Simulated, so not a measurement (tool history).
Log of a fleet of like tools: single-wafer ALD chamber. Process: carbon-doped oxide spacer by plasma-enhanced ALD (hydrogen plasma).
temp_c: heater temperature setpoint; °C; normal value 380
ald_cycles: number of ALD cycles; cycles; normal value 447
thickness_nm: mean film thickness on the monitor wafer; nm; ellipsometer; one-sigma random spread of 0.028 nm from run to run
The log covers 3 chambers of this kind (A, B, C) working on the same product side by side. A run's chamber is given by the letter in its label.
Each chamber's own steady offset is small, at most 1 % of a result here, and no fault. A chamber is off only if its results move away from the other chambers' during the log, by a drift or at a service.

run   hour  temp_c  ald_cycles  hours since the last thermocouple change  read-back reference wafer on the same gauge, thickness_nm  thickness_nm
 1A    7.5     380         447                                    1067.1                                                     18.309        22.225
 2C   13.5     380         447                                     314.3                                                     18.309        22.243
 3B   19.0     380         447                                     350.2                                                     18.319        22.437
 4A   22.8     380         447                                    1082.4                                                     18.314        22.260
 5B   28.0     380         447                                     359.2                                                     18.316        22.431
 6C   34.2     380         447                                     335.0                                                     18.320        22.269
 7B   41.6     380         447                                     372.8                                                     18.332        22.433
 8C   47.7     380         447                                     348.5                                                     18.336        22.263
 9A   51.6     380         447                                    1111.2                                                     18.336        22.306
10B   58.1     380         447                                     389.3                                                     18.339        22.434
11A   63.3     380         447                                    1122.9                                                     18.339        22.340
12C   68.0     380         447                                     368.8                                                     18.344        22.247
13C   73.2     380         447                                     374.0                                                     18.359        22.284
14B   76.5     380         447                                     407.7                                                     18.346        22.386
15A   82.8     380         447                                    1142.4                                                     18.359        22.254
16B   89.8     380         447                                     421.0                                                     18.365        22.479
17A   93.2     368         367                                    1152.8                                                     18.367        18.306
18C   98.0     368         367                                     398.8                                                     18.372        18.326
19A  103.4     368         367                                    1163.0                                                     18.372        18.281
20B  107.3     380         447                                     438.5                                                     18.376        22.456
21C  112.6     365         479                                     413.4                                                     18.380        23.948
22A  116.9     365         479                                    1176.5                                                     18.388        23.891
23C  124.3     365         479                                     425.1                                                     18.390        23.923

All chambers now run identical settings, listed one chamber a line with results as question marks. What results will each chamber show?
24A  129.7     380         447                                                                                                                  ?
24B  129.7     380         447                                                                                                                  ?
24C  129.7     380         447                                                                                                                  ?

run  thickness_nm
24A        22.373
24B        22.475
24C        22.308
